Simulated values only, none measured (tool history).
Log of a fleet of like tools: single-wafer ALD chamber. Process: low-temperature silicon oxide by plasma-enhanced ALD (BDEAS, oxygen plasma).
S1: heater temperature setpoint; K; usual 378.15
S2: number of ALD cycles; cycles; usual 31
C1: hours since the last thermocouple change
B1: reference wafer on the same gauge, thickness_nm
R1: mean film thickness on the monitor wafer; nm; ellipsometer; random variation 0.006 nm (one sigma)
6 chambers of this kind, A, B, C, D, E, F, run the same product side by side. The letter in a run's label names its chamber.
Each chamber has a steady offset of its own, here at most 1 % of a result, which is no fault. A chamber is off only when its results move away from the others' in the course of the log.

run 1F hour=8.4 | S1=378.15 S2=31 | C1=185.3 | B1=3.6796 | R1=4.3836
run 2E hour=20.6 | S1=378.15 S2=31 | C1=622.1 | B1=3.6791 | R1=4.4123
run 3C hour=31.5 | S1=378.15 S2=31 | C1=886.8 | B1=3.6779 | R1=4.4023
run 4D hour=38.9 | S1=378.15 S2=31 | C1=1112.9 | B1=3.6779 | R1=4.4029
-- hour=46.7 chamber B: thermocouple changed; heater temperature recalibrated
run 5B hour=51.9 | S1=378.15 S2=31 | C1=5.3 | B1=3.6785 | R1=4.3720
run 6A hour=63.2 | S1=378.15 S2=31 | C1=116.3 | B1=3.6768 | R1=4.4165
run 7C hour=73.9 | S1=378.15 S2=31 | C1=929.2 | B1=3.6768 | R1=4.3912
run 8F hour=86.7 | S1=378.15 S2=31 | C1=263.6 | B1=3.6745 | R1=4.3852
run 9E hour=98.9 | S1=378.15 S2=31 | C1=700.4 | B1=3.6752 | R1=4.3966
run 10B hour=108.6 | S1=378.15 S2=31 | C1=62.0 | B1=3.6741 | R1=4.3696
run 11D hour=116.4 | S1=378.15 S2=31 | C1=1190.4 | B1=3.6745 | R1=4.3942
run 12A hour=122.9 | S1=378.15 S2=31 | C1=176.0 | B1=3.6727 | R1=4.4102
run 13C hour=130.8 | S1=378.15 S2=31 | C1=986.1 | B1=3.6724 | R1=4.3943
run 14D hour=144.0 | S1=378.15 S2=31 | C1=1218.0 | B1=3.6732 | R1=4.4023
run 15E hour=156.7 | S1=378.15 S2=35 | C1=758.2 | B1=3.6719 | R1=4.9761
run 16B hour=169.4 | S1=378.15 S2=35 | C1=122.8 | B1=3.6716 | R1=4.9322
run 17F hour=177.2 | S1=378.15 S2=35 | C1=354.1 | B1=3.6721 | R1=4.9568
run 18A hour=187.0 | S1=378.15 S2=35 | C1=240.1 | B1=3.6713 | R1=4.9746
run 19B hour=198.9 | S1=378.15 S2=35 | C1=152.3 | B1=3.6708 | R1=4.9356
run 20F hour=207.4 | S1=378.15 S2=35 | C1=384.3 | B1=3.6700 | R1=4.9491
run 21C hour=215.3 | S1=378.15 S2=31 | C1=1070.6 | B1=3.6686 | R1=4.3884
run 22E hour=223.9 | S1=378.15 S2=31 | C1=825.4 | B1=3.6693 | R1=4.3951
run 23A hour=233.8 | S1=386.15 S2=31 | C1=286.9 | B1=3.6675 | R1=4.3529
run 24D hour=247.4 | S1=386.15 S2=31 | C1=1321.4 | B1=3.6695 | R1=4.3205
run 25A hour=255.7 | S1=386.15 S2=31 | C1=308.8 | B1=3.6682 | R1=4.3391
run 26E hour=267.1 | S1=386.15 S2=31 | C1=868.6 | B1=3.6663 | R1=4.3343
run 27D hour=280.9 | S1=386.15 S2=31 | C1=1354.9 | B1=3.6658 | R1=4.3069
run 28C hour=294.0 | S1=386.15 S2=31 | C1=1149.3 | B1=3.6653 | R1=4.3242
run 29F hour=302.4 | S1=378.15 S2=31 | C1=479.3 | B1=3.6641 | R1=4.3777
run 30B hour=308.7 | S1=378.15 S2=31 | C1=262.1 | B1=3.6644 | R1=4.3536
run 31C hour=318.8 | S1=378.15 S2=31 | C1=1174.1 | B1=3.6641 | R1=4.3854
run 32B hour=329.7 | S1=385.15 S2=31 | C1=283.1 | B1=3.6626 | R1=4.2936
run 33E hour=339.3 | S1=385.15 S2=31 | C1=940.8 | B1=3.6636 | R1=4.3251
run 34D hour=352.1 | S1=385.15 S2=31 | C1=1426.1 | B1=3.6622 | R1=4.3132
run 35F hour=361.5 | S1=385.15 S2=31 | C1=538.4 | B1=3.6605 | R1=4.3180
run 36A hour=370.9 | S1=385.15 S2=31 | C1=424.0 | B1=3.6613 | R1=4.3538
run 37C hour=379.6 | S1=385.15 S2=31 | C1=1234.9 | B1=3.6613 | R1=4.3333
run 38F hour=388.3 | S1=378.15 S2=31 | C1=565.2 | B1=3.6601 | R1=4.3695
run 39E hour=400.9 | S1=378.15 S2=31 | C1=1002.4 | B1=3.6602 | R1=4.3914

Is one chamber off against the others, does the gauge drift, or is nothing wrong? If a chamber is off, say which, and what the likeliest cause is.

The gauge drifts, so all chambers seem to drift together. No chamber is off.
Cause: gauge reads low (%) = 0.559.
